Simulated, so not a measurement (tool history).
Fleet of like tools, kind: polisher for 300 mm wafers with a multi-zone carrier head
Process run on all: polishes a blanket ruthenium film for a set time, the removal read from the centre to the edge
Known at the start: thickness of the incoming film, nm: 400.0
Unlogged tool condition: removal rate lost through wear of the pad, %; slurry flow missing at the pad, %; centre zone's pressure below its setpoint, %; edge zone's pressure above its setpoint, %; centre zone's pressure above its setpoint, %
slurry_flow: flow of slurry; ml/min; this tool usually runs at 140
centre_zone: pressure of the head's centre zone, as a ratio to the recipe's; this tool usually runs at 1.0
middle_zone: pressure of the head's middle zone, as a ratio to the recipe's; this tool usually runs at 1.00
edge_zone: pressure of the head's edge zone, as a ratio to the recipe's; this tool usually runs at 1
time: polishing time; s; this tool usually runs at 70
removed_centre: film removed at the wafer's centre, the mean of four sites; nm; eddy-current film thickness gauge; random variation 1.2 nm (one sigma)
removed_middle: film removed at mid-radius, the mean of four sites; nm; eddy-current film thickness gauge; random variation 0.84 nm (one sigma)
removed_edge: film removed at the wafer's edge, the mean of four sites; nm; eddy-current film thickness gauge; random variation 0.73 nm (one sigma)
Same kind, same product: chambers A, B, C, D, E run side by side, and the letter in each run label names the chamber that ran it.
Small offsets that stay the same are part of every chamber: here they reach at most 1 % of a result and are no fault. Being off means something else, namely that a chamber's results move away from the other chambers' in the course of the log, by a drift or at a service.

run     day  slurry_flow  centre_zone  middle_zone  edge_zone  time  wafers polished on this pad  hours since the slurry nozzle was cleaned  hours since the centre zone pressure was calibrated  hours since the edge zone pressure was calibrated  removed_centre  removed_middle  removed_edge
      0.179  -- chamber C: slurry nozzle cleaned
 1D   0.262          140          1.0         1.00          1    70                          328                                      198.2                                                957.1                                              910.5         102.000         102.500        103.39
 2B   0.588          140          1.0         1.00          1    70                          364                                       62.0                                                112.5                                              103.2         103.200         103.920        102.43
 3A   0.817          140          1.0         1.00          1    70                          748                                      306.2                                               1057.5                                              784.4         102.610         101.730        103.92
 4E   1.083          140          1.0         1.00          1    70                          548                                      384.5                                               1100.2                                              130.3         100.780         103.500        102.43
      1.167  -- chamber A: worn pad replaced by a new one
 5C   1.483          140          1.0         1.00          1    70                         1000                                       31.3                                                378.7                                              114.6         100.910         101.510        102.68
 6D   1.804          140          1.0         1.00          1    70                          854                                      235.2                                                994.1                                              947.5         100.570         102.590        103.81
      1.992  -- chamber B: worn pad replaced by a new one
 7B   2.254          140          1.0         1.00          1    70                           90                                      102.0                                                152.5                                              143.2         102.170          99.754        101.90
      2.321  -- chamber E: slurry nozzle cleaned
      2.383  -- chamber C: worn pad replaced by a new one
      2.383  -- chamber D: worn pad replaced by a new one
 8C   2.675          140          1.0         1.00          1    70                           99                                       59.9                                                407.3                                              143.2         102.090         101.240        102.74
 9E   3.096          140          1.0         1.00          1    70                         1235                                       18.6                                               1148.5                                              178.6         100.640         103.710        102.89
      3.342  -- chamber E: worn pad replaced by a new one
10A   3.538          140          1.0         1.00          1    70                          809                                      371.5                                               1122.8                                              849.7         101.920         102.080        103.29
      3.771  -- chamber A: worn pad replaced by a new one
11B   3.904          140          1.0         1.00          1    70                          653                                      141.6                                                192.1                                              182.8         102.820         102.290        101.96
12D   4.288          140          1.0         0.96          1    70                          650                                      294.8                                               1053.7                                             1007.1         104.070          99.191        103.37
13A   4.592          140          1.0         0.96          1    70                          281                                      396.8                                               1148.1                                              875.0         102.230          98.186        103.38
      4.933  -- chamber E: centre zone pressure recalibrated
14C   4.942          140          1.0         0.96          1    70                          872                                      114.3                                                461.7                                              197.6         100.840          98.723        100.81
      5.029  -- chamber B: worn pad replaced by a new one
      5.283  -- chamber D: slurry nozzle cleaned
      5.367  -- chamber D: worn pad replaced by a new one
15E   5.379          140          1.0         0.96          1    70                          696                                       73.4                                                 10.7                                              233.4         102.290          99.015        103.14
16D   5.692          140          1.0         0.96          1    70                          111                                        9.9                                               1087.4                                             1040.8          99.611          99.769        102.64
17E   5.900          140          1.0         1.00          1    70                          873                                       85.9                                                 23.2                                              245.9         102.450         102.420        104.54
18A   6.304          140          1.0         1.00          1    70                          865                                      437.9                                               1189.2                                              916.1         104.360         101.830        103.18
      6.442  -- chamber B: slurry nozzle cleaned
      6.517  -- chamber C: worn pad replaced by a new one
      6.579  -- chamber A: worn pad replaced by a new one
19B   6.617          140          1.0         1.00          1    70                          542                                        4.3                                                257.2                                              247.9         104.380         101.360        103.24
      6.833  -- chamber E: worn pad replaced by a new one
20C   6.892          140          1.0         1.00          1    70                          128                                      161.1                                                508.5                                              244.4         101.240         103.520        102.46
21E   7.304          140          1.0         1.00          1    70                          160                                      119.6                                                 56.9                                              279.6         101.820         104.200        104.33
      7.571  -- chamber B: worn pad replaced by a new one
22A   7.571          140          1.0         1.00          1    70                          339                                      468.3                                               1219.6                                              946.5         100.960         100.840        103.62
      7.800  -- chamber A: centre zone pressure recalibrated
23C   7.833          140          1.0         1.00          1    80                          450                                      183.7                                                531.1                                              267.0         115.450         116.980        116.12
      7.962  -- chamber D: worn pad replaced by a new one
      8.042  -- chamber C: centre zone pressure recalibrated
24B   8.146          140          1.0         1.00          1    80                          196                                       41.0                                                293.9                                              284.6         117.820         115.990        116.47
25D   8.500          140          1.0         1.00          1    80                          183                                       77.3                                               1154.8                                             1108.2         117.370         118.880        117.59
      8.767  -- chamber A: slurry nozzle cleaned
26B   8.888          140          1.0         1.00          1    80                          449                                       58.8                                                311.7                                              302.4         114.720         114.620        115.66
27C   9.171          140          1.0         1.00          1    80                          906                                      215.8                                                 27.1                                              299.1         115.450         116.720        115.93
28A   9.396          140          1.0         1.00          1    70                          961                                       15.1                                                 38.4                                              990.3          89.741         102.670        103.12
      9.500  -- chamber A: worn pad replaced by a new one
29D   9.671          140          1.0         1.00          1    70                          582                                      105.4                                               1182.9                                             1136.3         101.890         102.520        103.73
      9.704  -- chamber C: slurry nozzle cleaned
30E   9.962          140          1.0         1.00          1    70                         1067                                      183.4                                                120.7                                              343.4         102.880         103.080        103.74
      9.988  -- chamber E: worn pad replaced by a new one
     10.162  -- chamber C: worn pad replaced by a new one
31E  10.258          140          1.0         1.00          1    70                           93                                      190.5                                                127.8                                              350.5         103.370         103.860        103.64
32D  10.496          140          1.0         1.00          1    70                          864                                      125.2                                               1202.7                                             1156.1         103.030         101.310        102.97
     10.571  -- chamber B: worn pad replaced by a new one
     10.646  -- chamber C: edge zone pressure recalibrated
     10.842  -- chamber D: worn pad replaced by a new one
33B  10.942          140          1.0         1.00          1    70                          127                                      108.1                                                361.0                                              351.7         102.690         103.020        101.99
34C  11.192          140          1.0         1.00          1    70                          351                                       35.8                                                 75.6                                               13.2         100.890         103.960        101.86
35A  11.604          140          1.0         1.00          1    70                          718                                       68.1                                                 91.4                                             1043.3          87.784         101.630        103.23
36B  12.021          140          1.0         1.00          1    70                          495                                      134.0                                                386.9                                              377.6         102.350         101.150        101.59
     12.312  -- chamber A: worn pad replaced by a new one
37E  12.429          140          1.0         1.00          1    70                          833                                      242.6                                                179.9                                              402.6         102.400         102.210        103.86
38D  12.729          140          1.0         1.00          1    70                          645                                      178.8                                               1256.3                                             1209.7         101.850         100.880        102.20
39A  12.946          140          1.0         1.00          1    70                          216                                      100.3                                                123.6                                             1075.5          89.206         101.330        102.48
40C  13.183          140          1.0         1.00          1    70                         1030                                       83.6                                                123.4                                               61.0         101.390         100.860        101.42
     13.312  -- chamber B: worn pad replaced by a new one
41E  13.583          140          1.0         1.00          1    70                         1227                                      270.3                                                207.6                                              430.3         103.840         102.930        101.71
     13.662  -- chamber C: worn pad replaced by a new one
42A  14.000          140          1.0         1.00          1    70                          575                                      125.6                                                148.9                                             1100.8          91.713         100.880        103.70
     14.142  -- chamber B: centre zone pressure recalibrated
43B  14.204          140          1.0         1.00          1    70                          304                                      186.4                                                  1.6                                              430.0         101.490         100.260        101.20
44C  14.421          140          1.0         1.00          1    70                          259                                      113.3                                                153.1                                               90.7         101.300         102.550        102.01

Predict what each chamber gives when all 5 of them run the settings below next.
45A  14.742          140          0.9         1.00          1    70                                                                                                                                                                                               ?               ?             ?
45B  14.742          140          0.9         1.00          1    70                                                                                                                                                                                               ?               ?             ?
45C  14.742          140          0.9         1.00          1    70                                                                                                                                                                                               ?               ?             ?
45D  14.742          140          0.9         1.00          1    70                                                                                                                                                                                               ?               ?             ?
45E  14.742          140          0.9         1.00          1    70                                                                                                                                                                                               ?               ?             ?

run  removed_centre  removed_middle  removed_edge
45A          80.904         103.430        102.20
45B          90.643         100.630        101.13
45C          90.518         101.290        103.12
45D          91.855         103.860        103.23
45E          91.769         102.890        103.04
